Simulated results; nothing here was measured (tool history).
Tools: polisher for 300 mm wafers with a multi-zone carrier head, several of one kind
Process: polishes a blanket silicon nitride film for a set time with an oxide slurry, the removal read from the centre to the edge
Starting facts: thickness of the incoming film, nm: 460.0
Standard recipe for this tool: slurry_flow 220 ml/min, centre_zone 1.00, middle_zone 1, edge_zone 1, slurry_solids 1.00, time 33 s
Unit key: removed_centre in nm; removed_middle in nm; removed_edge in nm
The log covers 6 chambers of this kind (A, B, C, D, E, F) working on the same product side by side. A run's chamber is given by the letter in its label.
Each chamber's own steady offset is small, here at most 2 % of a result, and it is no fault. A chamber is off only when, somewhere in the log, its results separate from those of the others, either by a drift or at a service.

run,hour,slurry_flow,centre_zone,middle_zone,edge_zone,slurry_solids,time,removed_centre,removed_middle,removed_edge
1F,3.2,220,1.00,1,1,1.00,33,26.676,26.964,26.769
# hour 5.1: chamber A: worn pad replaced by a new one
2A,6.4,220,1.00,1,1,1.00,33,27.032,26.950,27.539
3B,8.8,220,1.00,1,1,1.00,33,27.248,26.513,26.947
4E,11.2,220,1.00,1,1,1.00,33,26.870,27.051,27.278
# hour 14.3: chamber F: worn pad replaced by a new one
5D,15.2,220,1.00,1,1,1.00,33,27.092,27.521,27.079
6C,19.0,220,1.00,1,1,1.00,33,27.474,27.132,27.261
7F,23.0,220,1.00,1,1,1.00,33,27.101,26.557,26.940
8A,25.6,220,1.00,1,1,1.00,33,26.643,26.326,26.854
9B,30.3,220,1.00,1,1,1.00,33,26.611,26.263,26.920
# hour 32.6: chamber C: worn pad replaced by a new one
10D,35.0,220,1.00,1,1,1.00,33,27.309,26.715,26.872
11E,38.9,220,1.00,1,1,1.00,33,26.884,26.994,27.052
12C,43.4,220,0.93,1,1,1.25,33,27.631,29.590,29.615
# hour 48.2: chamber E: worn pad replaced by a new one
13F,48.2,220,0.93,1,1,1.25,33,26.539,29.620,29.566
14A,51.9,220,0.93,1,1,1.25,33,26.717,29.355,29.528
# hour 54.1: chamber E: edge zone pressure recalibrated
15D,55.7,220,0.93,1,1,1.25,33,27.266,29.562,29.942
# hour 58.3: chamber A: worn pad replaced by a new one
16E,59.5,220,0.93,1,1,1.25,33,27.142,28.879,29.603
17B,62.2,220,0.93,1,1,1.25,33,26.390,28.500,28.395
18C,65.9,220,1.00,1,1,1.00,33,27.279,27.616,26.796
19E,70.8,220,1.00,1,1,1.00,33,27.020,27.106,27.179
# hour 73.4: chamber F: slurry nozzle cleaned
20B,74.0,220,1.00,1,1,1.00,33,25.770,25.763,26.343
21C,78.4,220,1.00,1,1,1.00,33,27.610,27.335,26.969
22D,80.9,220,1.00,1,1,1.00,33,26.722,27.961,26.479
# hour 81.7: chamber F: worn pad replaced by a new one
23F,84.0,220,1.00,1,1,1.00,33,27.630,27.171,26.590
# hour 86.1: chamber D: worn pad replaced by a new one
24A,86.7,220,1.00,1,1,1.00,33,27.787,27.290,26.814
25B,91.8,220,1.00,1,1,1.00,33,25.425,25.837,25.735
26C,96.3,220,1.00,1,1,1.00,33,27.414,26.841,27.168
27E,100.4,220,1.00,1,1,1.00,33,26.839,26.686,26.366
28A,102.8,220,1.00,1,1,1.00,33,27.425,27.715,27.386
29F,106.2,220,1.00,1,1,1.00,33,27.121,27.011,27.109
# hour 106.4: chamber A: worn pad replaced by a new one
# hour 108.6: chamber C: worn pad replaced by a new one
30D,110.5,220,1.00,1,1,1.00,33,26.330,26.364,26.604
31E,113.1,220,0.88,1,1,1.00,33,23.044,26.371,27.516
# hour 115.0: chamber A: slurry nozzle cleaned
32F,118.5,220,0.88,1,1,1.00,33,23.617,26.767,27.164
33B,121.3,220,0.88,1,1,1.00,33,21.513,24.815,24.521
34D,124.0,220,0.88,1,1,1.00,33,23.501,26.692,26.976
35A,128.2,220,0.88,1,1,1.00,33,23.380,27.114,27.264
36C,132.6,220,0.88,1,1,1.00,33,24.280,27.099,27.341
37D,137.0,220,1.11,1,1,1.00,33,30.055,26.467,26.984
38B,140.4,220,1.11,1,1,1.00,33,27.948,24.134,24.944
39A,144.2,220,1.11,1,1,1.00,33,30.037,26.828,27.006

Next, every chamber runs the same settings. What will each give?
40A,148.1,220,1.00,1,1,1.00,33,?,?,?
40B,148.1,220,1.00,1,1,1.00,33,?,?,?
40C,148.1,220,1.00,1,1,1.00,33,?,?,?
40D,148.1,220,1.00,1,1,1.00,33,?,?,?
40E,148.1,220,1.00,1,1,1.00,33,?,?,?
40F,148.1,220,1.00,1,1,1.00,33,?,?,?

run,removed_centre,removed_middle,removed_edge
40A,27.139,26.422,27.063
40B,24.772,23.943,24.791
40C,27.351,26.973,26.674
40D,26.782,26.403,27.502
40E,26.753,26.941,26.901
40F,27.574,26.639,27.317
